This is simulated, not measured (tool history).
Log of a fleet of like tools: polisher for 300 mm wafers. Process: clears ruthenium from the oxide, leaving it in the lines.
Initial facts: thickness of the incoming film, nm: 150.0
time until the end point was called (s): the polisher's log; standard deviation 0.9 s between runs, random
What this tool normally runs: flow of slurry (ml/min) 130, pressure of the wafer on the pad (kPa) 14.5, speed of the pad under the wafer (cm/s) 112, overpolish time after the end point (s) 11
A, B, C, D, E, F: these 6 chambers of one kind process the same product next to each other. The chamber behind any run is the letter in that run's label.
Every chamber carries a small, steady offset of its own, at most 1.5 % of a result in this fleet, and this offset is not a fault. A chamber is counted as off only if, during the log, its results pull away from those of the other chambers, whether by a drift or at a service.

run,hour,flow of slurry (ml/min),pressure of the wafer on the pad (kPa),speed of the pad under the wafer (cm/s),overpolish time after the end point (s),wafers polished on this pad,hours since the slurry nozzle was cleaned,hours since the head pressure was calibrated,time until the end point was called (s)
1C,6,130,14.5,112,11,617,77.8,213.9,101.83
# hour 8.5: chamber D: slurry nozzle cleaned
# hour 13.7: chamber D: head pressure recalibrated
2E,14.6,130,14.5,112,11,1034,313.1,752,105.23
# hour 16.4: chamber C: worn pad replaced by a new one
3F,21.1,130,14.5,112,11,589,325.1,75.5,102.94
# hour 25.7: chamber E: worn pad replaced by a new one
# hour 29.4: chamber A: worn pad replaced by a new one
4A,31.1,130,14.5,112,11,18,289.6,711,104.2
5D,42.1,130,14.5,112,11,1266,33.7,28.4,103
6B,50.9,130,14.5,112,11,1001,450.5,337.1,102.6
# hour 51.1: chamber B: slurry nozzle cleaned
7B,56.3,130,14.5,112,11,1058,5.3,342.5,104.26
# hour 57.4: chamber D: worn pad replaced by a new one
# hour 60.7: chamber B: worn pad replaced by a new one
8D,64.3,130,14.5,112,11,74,55.9,50.6,101.12
# hour 66.3: chamber A: slurry nozzle cleaned
9E,72.3,130,14.5,112,11,497,370.8,809.7,105.92
10F,80,130,14.5,112,11,1218,384,134.4,103.87
# hour 87.2: chamber C: worn pad replaced by a new one
11C,90,130,14.5,112,11,30,161.8,297.9,101.06
12A,97.4,130,14.5,112,11,726,31.2,777.3,104.29
# hour 101: chamber E: head pressure recalibrated
# hour 104.2: chamber F: worn pad replaced by a new one
13D,108,130,14.5,112,11,540,99.6,94.3,102.91
14F,114.9,130,14.5,112,11,115,418.9,169.3,104.1
# hour 115: chamber A: worn pad replaced by a new one
15E,121.6,130,14.5,112,11,1023,420.1,20.6,103.87
16A,133.5,130,14.5,112,11,198,67.3,813.4,103.4
# hour 136.8: chamber E: worn pad replaced by a new one
17B,141.8,130,14.5,130,15,865,90.8,428,89.173
18C,152.3,130,14.5,130,15,695,224.1,360.2,84.991
# hour 157.6: chamber C: worn pad replaced by a new one
19F,163.5,130,14.5,130,15,633,467.5,217.9,90.396
20E,170.5,130,14.5,130,15,360,469,69.5,90.487
# hour 179.7: chamber B: worn pad replaced by a new one
21B,180.1,130,14.5,130,15,4,129.1,466.3,88.591
22D,186.7,130,14.5,130,15,1380,178.3,173,89.882
# hour 190.8: chamber D: worn pad replaced by a new one
# hour 194.3: chamber A: worn pad replaced by a new one
23A,196.9,130,14.5,112,11,28,130.7,876.8,104.56
24C,203.4,130,14.5,112,11,489,275.2,411.3,96.444
25F,208.8,130,14.5,112,11,1117,512.8,263.2,102.48
# hour 219.1: chamber B: head pressure recalibrated
26E,219.9,130,14.5,112,11,887,518.4,118.9,104.57
27B,225.2,130,14.5,112,11,486,174.2,6.2,102.76
# hour 228.2: chamber C: worn pad replaced by a new one
# hour 230.3: chamber F: worn pad replaced by a new one
28D,231.1,130,14.5,112,11,430,222.7,217.4,100.91
# hour 235.4: chamber E: worn pad replaced by a new one
29A,237,130,14.5,112,11,456,170.8,916.9,104.51
30C,247.5,130,14.5,112,11,206,319.3,455.4,95.372
31D,255.6,130,14.5,112,11,692,247.2,241.9,101.19
32B,263.4,130,14.5,112,11,893,212.4,44.4,102.08
33F,271.9,130,14.5,112,11,444,575.9,326.3,104.31
34E,282.8,130,14.5,112,11,506,581.3,181.8,103.86
35A,289.5,165,18.6,112,11,1016,223.3,969.4,77.339
# hour 298.2: chamber C: worn pad replaced by a new one
36C,300,165,18.6,112,11,19,371.8,507.9,69.772
37D,305.2,165,18.6,112,11,1221,296.8,291.5,77.084
# hour 306.4: chamber B: worn pad replaced by a new one
38B,316,165,18.6,112,11,103,265,97,75.587
39F,321.6,165,18.6,112,11,975,625.6,376,76.462

Next, all 6 chambers run the settings below, one line each with question marks for the results. What does each chamber give?
40A,330.3,130,14.5,140,11,,,,?
40B,330.3,130,14.5,140,11,,,,?
40C,330.3,130,14.5,140,11,,,,?
40D,330.3,130,14.5,140,11,,,,?
40E,330.3,130,14.5,140,11,,,,?
40F,330.3,130,14.5,140,11,,,,?

run,time until the end point was called (s)
40A,83.489
40B,81.078
40C,74.326
40D,83.886
40E,84.699
40F,83.283
